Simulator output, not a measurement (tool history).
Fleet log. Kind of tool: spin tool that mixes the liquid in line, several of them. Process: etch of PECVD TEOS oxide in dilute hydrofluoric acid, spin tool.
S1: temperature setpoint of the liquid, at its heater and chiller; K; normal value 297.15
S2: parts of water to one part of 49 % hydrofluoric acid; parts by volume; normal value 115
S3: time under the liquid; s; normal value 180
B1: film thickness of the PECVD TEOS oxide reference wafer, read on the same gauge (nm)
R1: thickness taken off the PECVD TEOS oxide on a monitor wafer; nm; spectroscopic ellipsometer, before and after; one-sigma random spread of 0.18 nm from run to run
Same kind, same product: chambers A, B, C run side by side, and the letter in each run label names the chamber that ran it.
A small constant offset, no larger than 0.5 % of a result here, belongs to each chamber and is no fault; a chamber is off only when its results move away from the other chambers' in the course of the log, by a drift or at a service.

run 1B hour=5.3 | S1=297.15 S2=115 S3=180 | B1=100 | R1=18.436
run 2A hour=11 | S1=297.15 S2=115 S3=180 | B1=100.02 | R1=18.343
run 3C hour=16.8 | S1=297.15 S2=115 S3=180 | B1=99.985 | R1=18.524
run 4A hour=23.6 | S1=297.15 S2=115 S3=180 | B1=100.01 | R1=18.371
run 5B hour=31.6 | S1=297.15 S2=115 S3=180 | B1=99.967 | R1=18.51
run 6C hour=37.8 | S1=297.15 S2=115 S3=180 | B1=99.999 | R1=18.285
run 7A hour=44.5 | S1=297.15 S2=115 S3=180 | B1=100.02 | R1=18.289
run 8C hour=50 | S1=297.15 S2=115 S3=180 | B1=99.993 | R1=18.223
run 9B hour=54.3 | S1=297.15 S2=115 S3=180 | B1=100 | R1=18.647
run 10C hour=59.6 | S1=297.15 S2=115 S3=180 | B1=99.989 | R1=18.322
run 11A hour=64.7 | S1=297.15 S2=115 S3=180 | B1=99.993 | R1=17.964
run 12B hour=69.5 | S1=297.15 S2=115 S3=180 | B1=99.993 | R1=18.355
run 13B hour=77.7 | S1=292.65 S2=115 S3=180 | B1=99.996 | R1=15.53
run 14A hour=86.4 | S1=292.65 S2=115 S3=180 | B1=100.02 | R1=15.254
run 15C hour=95.6 | S1=292.65 S2=115 S3=180 | B1=99.968 | R1=15.375
run 16B hour=100.4 | S1=297.15 S2=115 S3=180 | B1=99.962 | R1=18.792
run 17C hour=106.9 | S1=297.15 S2=85 S3=130 | B1=100 | R1=18.686
run 18A hour=112.8 | S1=297.15 S2=85 S3=130 | B1=100 | R1=18.688
run 19B hour=117.2 | S1=297.15 S2=85 S3=130 | B1=99.984 | R1=18.984
run 20A hour=123.9 | S1=297.15 S2=115 S3=180 | B1=100.01 | R1=18.226
run 21C hour=131.2 | S1=295.15 S2=135 S3=180 | B1=100.01 | R1=14.357
run 22B hour=136.1 | S1=295.15 S2=135 S3=180 | B1=100.03 | R1=14.156
run 23A hour=140.9 | S1=295.15 S2=135 S3=180 | B1=100.02 | R1=14.091
-- hour=148.6 chamber A: thermometer replaced
run 24C hour=149.9 | S1=297.15 S2=115 S3=240 | B1=100.01 | R1=24.502
run 25C hour=159.3 | S1=297.15 S2=115 S3=240 | B1=100 | R1=24.411
run 26A hour=166.7 | S1=297.15 S2=115 S3=240 | B1=99.983 | R1=23.825
run 27B hour=174 | S1=297.15 S2=115 S3=180 | B1=100 | R1=17.969
run 28C hour=179.5 | S1=300.15 S2=60 S3=180 | B1=100.01 | R1=41.891
run 29A hour=188.7 | S1=300.15 S2=60 S3=180 | B1=100 | R1=42.438
run 30B hour=196.3 | S1=300.15 S2=60 S3=180 | B1=99.982 | R1=40.712
run 31A hour=203.7 | S1=297.15 S2=115 S3=180 | B1=100 | R1=18.11
run 32B hour=213.3 | S1=297.15 S2=115 S3=180 | B1=100.02 | R1=17.3
run 33C hour=221.9 | S1=297.15 S2=115 S3=180 | B1=99.986 | R1=18.54
run 34A hour=228.3 | S1=297.15 S2=115 S3=180 | B1=99.972 | R1=18.298
run 35B hour=233.4 | S1=297.15 S2=115 S3=180 | B1=100.02 | R1=16.785
-- hour=234.5 chamber B: thermometer replaced
run 36C hour=240.6 | S1=297.15 S2=115 S3=180 | B1=100 | R1=18.595
run 37B hour=246.6 | S1=292.65 S2=85 S3=180 | B1=99.986 | R1=19.739
run 38C hour=255.7 | S1=292.65 S2=85 S3=180 | B1=100.01 | R1=21.639
run 39A hour=264.2 | S1=292.65 S2=85 S3=180 | B1=99.988 | R1=21.409
run 40C hour=270.2 | S1=297.15 S2=115 S3=180 | B1=100 | R1=17.998
run 41B hour=279 | S1=297.15 S2=115 S3=180 | B1=99.989 | R1=16.621
run 42A hour=285.3 | S1=297.15 S2=115 S3=180 | B1=99.988 | R1=18.473
run 43A hour=293.5 | S1=297.15 S2=115 S3=180 | B1=100.01 | R1=18.206

Predict what each chamber gives when all 3 of them run the settings below next.
run 44A hour=300.7 | S1=297.15 S2=115 S3=180 | R1=?
run 44B hour=300.7 | S1=297.15 S2=115 S3=180 | R1=?
run 44C hour=300.7 | S1=297.15 S2=115 S3=180 | R1=?

run=44A R1=17.959
run=44B R1=16.368
run=44C R1=18.28
